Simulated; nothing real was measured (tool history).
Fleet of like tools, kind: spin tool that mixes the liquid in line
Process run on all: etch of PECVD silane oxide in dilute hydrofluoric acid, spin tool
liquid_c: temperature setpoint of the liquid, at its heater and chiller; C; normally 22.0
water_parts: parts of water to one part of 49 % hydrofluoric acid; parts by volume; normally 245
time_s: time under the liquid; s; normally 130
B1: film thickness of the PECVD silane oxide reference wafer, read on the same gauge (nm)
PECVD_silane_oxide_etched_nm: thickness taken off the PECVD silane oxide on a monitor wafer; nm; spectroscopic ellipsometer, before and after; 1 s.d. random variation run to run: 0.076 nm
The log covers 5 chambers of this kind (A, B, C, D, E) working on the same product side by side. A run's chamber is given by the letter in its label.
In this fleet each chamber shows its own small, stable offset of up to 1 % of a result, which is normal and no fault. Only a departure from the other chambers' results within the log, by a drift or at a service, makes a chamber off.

run 1A hour=9.1 | liquid_c=22.0 water_parts=245 time_s=130 | B1=50.031 | PECVD_silane_oxide_etched_nm=20.871
run 2C hour=20.5 | liquid_c=22.0 water_parts=245 time_s=130 | B1=49.994 | PECVD_silane_oxide_etched_nm=21.018
run 3B hour=32.9 | liquid_c=22.0 water_parts=245 time_s=130 | B1=50.002 | PECVD_silane_oxide_etched_nm=21.102
run 4D hour=43.2 | liquid_c=22.0 water_parts=245 time_s=130 | B1=49.990 | PECVD_silane_oxide_etched_nm=20.882
run 5E hour=52.1 | liquid_c=22.0 water_parts=245 time_s=130 | B1=50.007 | PECVD_silane_oxide_etched_nm=21.012
run 6B hour=64.5 | liquid_c=22.0 water_parts=245 time_s=130 | B1=49.996 | PECVD_silane_oxide_etched_nm=21.090
run 7E hour=71.6 | liquid_c=22.0 water_parts=245 time_s=130 | B1=50.003 | PECVD_silane_oxide_etched_nm=20.932
run 8A hour=84.9 | liquid_c=22.0 water_parts=245 time_s=130 | B1=49.989 | PECVD_silane_oxide_etched_nm=21.056
run 9D hour=94.5 | liquid_c=22.0 water_parts=245 time_s=130 | B1=49.996 | PECVD_silane_oxide_etched_nm=20.832
run 10C hour=104.8 | liquid_c=22.0 water_parts=245 time_s=130 | B1=49.991 | PECVD_silane_oxide_etched_nm=20.764
run 11E hour=116.9 | liquid_c=22.0 water_parts=245 time_s=130 | B1=50.017 | PECVD_silane_oxide_etched_nm=20.841
run 12C hour=130.5 | liquid_c=25.5 water_parts=245 time_s=130 | B1=49.980 | PECVD_silane_oxide_etched_nm=23.644
run 13A hour=144.4 | liquid_c=25.5 water_parts=245 time_s=130 | B1=50.002 | PECVD_silane_oxide_etched_nm=23.632
run 14B hour=154.5 | liquid_c=25.5 water_parts=245 time_s=130 | B1=50.003 | PECVD_silane_oxide_etched_nm=23.999
run 15D hour=169.0 | liquid_c=25.5 water_parts=245 time_s=130 | B1=49.991 | PECVD_silane_oxide_etched_nm=23.807
-- hour=174.5 chamber E: hydrofluoric acid flow meter replaced
run 16D hour=180.1 | liquid_c=25.5 water_parts=245 time_s=130 | B1=50.024 | PECVD_silane_oxide_etched_nm=23.974
run 17A hour=190.8 | liquid_c=22.0 water_parts=245 time_s=130 | B1=49.982 | PECVD_silane_oxide_etched_nm=20.926
run 18E hour=202.9 | liquid_c=22.0 water_parts=245 time_s=130 | B1=49.983 | PECVD_silane_oxide_etched_nm=21.055
run 19C hour=210.5 | liquid_c=22.0 water_parts=245 time_s=130 | B1=49.996 | PECVD_silane_oxide_etched_nm=20.751
run 20B hour=218.8 | liquid_c=22.0 water_parts=150 time_s=205 | B1=50.005 | PECVD_silane_oxide_etched_nm=59.716
run 21A hour=232.1 | liquid_c=22.0 water_parts=150 time_s=205 | B1=49.990 | PECVD_silane_oxide_etched_nm=59.396
run 22E hour=238.4 | liquid_c=22.0 water_parts=150 time_s=205 | B1=49.981 | PECVD_silane_oxide_etched_nm=59.861
run 23D hour=249.9 | liquid_c=22.0 water_parts=150 time_s=205 | B1=50.009 | PECVD_silane_oxide_etched_nm=59.143
run 24B hour=258.7 | liquid_c=22.0 water_parts=150 time_s=205 | B1=50.009 | PECVD_silane_oxide_etched_nm=59.727
run 25C hour=265.1 | liquid_c=22.0 water_parts=245 time_s=130 | B1=49.980 | PECVD_silane_oxide_etched_nm=20.609
run 26E hour=272.4 | liquid_c=22.0 water_parts=245 time_s=130 | B1=50.001 | PECVD_silane_oxide_etched_nm=21.052
run 27B hour=280.5 | liquid_c=25.0 water_parts=245 time_s=130 | B1=50.020 | PECVD_silane_oxide_etched_nm=23.643
run 28D hour=294.7 | liquid_c=25.0 water_parts=245 time_s=130 | B1=50.022 | PECVD_silane_oxide_etched_nm=23.469
run 29C hour=303.7 | liquid_c=25.0 water_parts=245 time_s=130 | B1=49.964 | PECVD_silane_oxide_etched_nm=22.900
run 30A hour=317.5 | liquid_c=25.0 water_parts=245 time_s=130 | B1=50.017 | PECVD_silane_oxide_etched_nm=23.238
run 31D hour=329.7 | liquid_c=25.0 water_parts=245 time_s=130 | B1=50.006 | PECVD_silane_oxide_etched_nm=23.301

What goes on in this fleet: one chamber off, a drifting gauge, or nothing beyond the chambers' own small offsets? Name the chamber and the cause, if any.

Little by little, chamber C moves away from the other chambers.
Cause: hydrofluoric acid flow below the setpoint (%) = 2.53.
It could be hard to tell apart here from: liquid colder than its thermometer reads (K).

Here are 4 candidates for chamber C's next run, each the usual settings with a change, their results left as question marks. Which one brings its results back in line with what the others give on the usual settings?
In-line tolerance around the mean of the other chambers on the usual settings: PECVD_silane_oxide_etched_nm 0.270 nm
run 32C-1 hour=340.0 | liquid_c=22.0 water_parts=250 time_s=130 | PECVD_silane_oxide_etched_nm=?
run 32C-2 hour=340.0 | liquid_c=22.0 water_parts=240 time_s=130 | PECVD_silane_oxide_etched_nm=?
run 32C-3 hour=340.0 | liquid_c=20.5 water_parts=245 time_s=130 | PECVD_silane_oxide_etched_nm=?
run 32C-4 hour=340.0 | liquid_c=23.5 water_parts=245 time_s=130 | PECVD_silane_oxide_etched_nm=?

What the other chambers average on the usual settings: PECVD_silane_oxide_etched_nm 20.974 nm
run=32C-1 PECVD_silane_oxide_etched_nm=19.826
run=32C-2 PECVD_silane_oxide_etched_nm=20.870
run=32C-3 PECVD_silane_oxide_etched_nm=19.226
run=32C-4 PECVD_silane_oxide_etched_nm=21.491
With 32C-2, the chamber falls back in line with the rest.
